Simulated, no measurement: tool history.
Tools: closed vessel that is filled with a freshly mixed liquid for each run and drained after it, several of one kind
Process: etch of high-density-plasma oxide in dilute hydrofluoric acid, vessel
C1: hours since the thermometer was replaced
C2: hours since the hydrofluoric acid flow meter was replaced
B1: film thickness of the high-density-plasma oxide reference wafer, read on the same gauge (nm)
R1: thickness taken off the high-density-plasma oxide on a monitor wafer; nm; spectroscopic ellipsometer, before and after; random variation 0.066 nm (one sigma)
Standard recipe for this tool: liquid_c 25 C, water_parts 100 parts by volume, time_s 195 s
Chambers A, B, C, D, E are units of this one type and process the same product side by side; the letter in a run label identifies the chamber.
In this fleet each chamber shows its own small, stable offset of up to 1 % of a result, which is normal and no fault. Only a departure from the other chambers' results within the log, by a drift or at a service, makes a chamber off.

-- hour=6.3 chamber C: thermometer replaced
run 1E hour=12.8 | liquid_c=25 water_parts=100 time_s=195 | C1=309.1 C2=417.1 | B1=100.01 | R1=10.414
run 2B hour=21.2 | liquid_c=25 water_parts=100 time_s=195 | C1=793.4 C2=698.2 | B1=100.01 | R1=10.168
run 3A hour=31.7 | liquid_c=25 water_parts=100 time_s=195 | C1=1400 C2=1844 | B1=100.01 | R1=10.347
run 4D hour=39.2 | liquid_c=25 water_parts=100 time_s=195 | C1=581.1 C2=590.8 | B1=100.01 | R1=10.401
run 5C hour=45.3 | liquid_c=25 water_parts=100 time_s=195 | C1=39 C2=592.7 | B1=99.989 | R1=10.378
run 6E hour=56.8 | liquid_c=25 water_parts=100 time_s=195 | C1=353.1 C2=461.1 | B1=100.01 | R1=10.405
run 7C hour=66.6 | liquid_c=25 water_parts=100 time_s=195 | C1=60.3 C2=614 | B1=100 | R1=10.295
run 8B hour=79 | liquid_c=25 water_parts=100 time_s=195 | C1=851.2 C2=756 | B1=100.02 | R1=10.482
run 9D hour=86.2 | liquid_c=25 water_parts=100 time_s=195 | C1=628.1 C2=637.8 | B1=100 | R1=10.453
run 10A hour=95.6 | liquid_c=25 water_parts=100 time_s=195 | C1=1463.9 C2=1907.9 | B1=100.01 | R1=10.421
run 11D hour=104 | liquid_c=25 water_parts=100 time_s=195 | C1=645.9 C2=655.6 | B1=99.999 | R1=10.394
run 12C hour=113.8 | liquid_c=27.5 water_parts=100 time_s=195 | C1=107.5 C2=661.2 | B1=99.994 | R1=11.573
run 13A hour=119.5 | liquid_c=27.5 water_parts=100 time_s=195 | C1=1487.8 C2=1931.8 | B1=100.01 | R1=11.388
run 14E hour=125.6 | liquid_c=27.5 water_parts=100 time_s=195 | C1=421.9 C2=529.9 | B1=99.983 | R1=11.393
-- hour=131 chamber E: hydrofluoric acid flow meter replaced
run 15B hour=134.3 | liquid_c=27.5 water_parts=100 time_s=195 | C1=906.5 C2=811.3 | B1=99.999 | R1=11.607
run 16B hour=147.3 | liquid_c=27.5 water_parts=100 time_s=195 | C1=919.5 C2=824.3 | B1=99.998 | R1=11.601
run 17A hour=156.7 | liquid_c=25 water_parts=125 time_s=195 | C1=1525 C2=1969 | B1=99.982 | R1=8.006
run 18D hour=169.4 | liquid_c=25 water_parts=125 time_s=195 | C1=711.3 C2=721 | B1=100 | R1=8.0399
run 19C hour=175.7 | liquid_c=25 water_parts=125 time_s=195 | C1=169.4 C2=723.1 | B1=100.01 | R1=8.09
run 20E hour=181.9 | liquid_c=25 water_parts=125 time_s=195 | C1=478.2 C2=51 | B1=99.994 | R1=8.0973
run 21A hour=187.9 | liquid_c=25 water_parts=125 time_s=195 | C1=1556.2 C2=2000.2 | B1=100 | R1=8.0423
run 22D hour=197.2 | liquid_c=25 water_parts=100 time_s=195 | C1=739.1 C2=748.8 | B1=99.991 | R1=10.431
run 23B hour=205.9 | liquid_c=25 water_parts=100 time_s=195 | C1=978.1 C2=882.9 | B1=99.997 | R1=10.632
run 24E hour=214.5 | liquid_c=25 water_parts=100 time_s=195 | C1=510.8 C2=83.6 | B1=100.01 | R1=10.402
run 25C hour=223.1 | liquid_c=25 water_parts=100 time_s=195 | C1=216.8 C2=770.5 | B1=100.01 | R1=10.404
run 26E hour=234.1 | liquid_c=25 water_parts=100 time_s=195 | C1=530.4 C2=103.2 | B1=99.99 | R1=10.534
run 27B hour=243.5 | liquid_c=25 water_parts=100 time_s=195 | C1=1015.7 C2=920.5 | B1=99.999 | R1=10.803
-- hour=246.3 chamber C: hydrofluoric acid flow meter replaced
run 28C hour=254.1 | liquid_c=25 water_parts=85 time_s=195 | C1=247.8 C2=7.9 | B1=100.01 | R1=12.483
run 29A hour=260 | liquid_c=25 water_parts=85 time_s=195 | C1=1628.3 C2=2072.3 | B1=100 | R1=12.29
run 30D hour=269.9 | liquid_c=25 water_parts=85 time_s=195 | C1=811.8 C2=821.5 | B1=99.978 | R1=12.579
run 31D hour=279.1 | liquid_c=25 water_parts=85 time_s=195 | C1=821 C2=830.7 | B1=99.999 | R1=12.551
run 32A hour=287.5 | liquid_c=25 water_parts=85 time_s=195 | C1=1655.8 C2=2099.8 | B1=100.01 | R1=12.359
run 33C hour=294.1 | liquid_c=25 water_parts=100 time_s=195 | C1=287.8 C2=47.9 | B1=100.01 | R1=10.35
run 34E hour=304.9 | liquid_c=25 water_parts=100 time_s=195 | C1=601.2 C2=174 | B1=99.997 | R1=10.524
run 35B hour=313.1 | liquid_c=25 water_parts=100 time_s=295 | C1=1085.3 C2=990.1 | B1=99.986 | R1=16.303
run 36B hour=322.8 | liquid_c=25 water_parts=100 time_s=295 | C1=1095 C2=999.8 | B1=100 | R1=16.559
run 37C hour=334 | liquid_c=25 water_parts=100 time_s=295 | C1=327.7 C2=87.8 | B1=100 | R1=15.781
run 38D hour=345.7 | liquid_c=25 water_parts=100 time_s=295 | C1=887.6 C2=897.3 | B1=99.994 | R1=15.914
run 39A hour=353.4 | liquid_c=25 water_parts=100 time_s=295 | C1=1721.7 C2=2165.7 | B1=99.988 | R1=15.924

Read the log: is a single chamber off, either drifting away or since a service, is the gauge that measures every chamber drifting, or is nothing wrong beyond small per-chamber offsets? Name any odd chamber and what most likely caused it.

One chamber, B, drifts off from the rest bit by bit.
What lies behind it: liquid hotter than its thermometer reads (K) = 1.67.
The log may not tell that from: hydrofluoric acid flow above the setpoint (%).

Which of the 4 candidates below, each the usual settings with something changed and its results left as question marks, puts chamber B back in line with what the other chambers give on the usual settings?
In line here means within this much of the mean the other chambers give on the usual settings: R1 0.23 nm
run 40B-1 hour=362.8 | liquid_c=25 water_parts=100 time_s=185 | R1=?
run 40B-2 hour=362.8 | liquid_c=25 water_parts=100 time_s=215 | R1=?
run 40B-3 hour=362.8 | liquid_c=25 water_parts=95 time_s=195 | R1=?
run 40B-4 hour=362.8 | liquid_c=22.5 water_parts=100 time_s=195 | R1=?

What the other chambers average on the usual settings: R1 10.413 nm
run=40B-1 R1=10.493
run=40B-2 R1=12.195
run=40B-3 R1=11.714
run=40B-4 R1=10.038
The answer is 40B-1, which returns the chamber to within the allowed miss of the others.
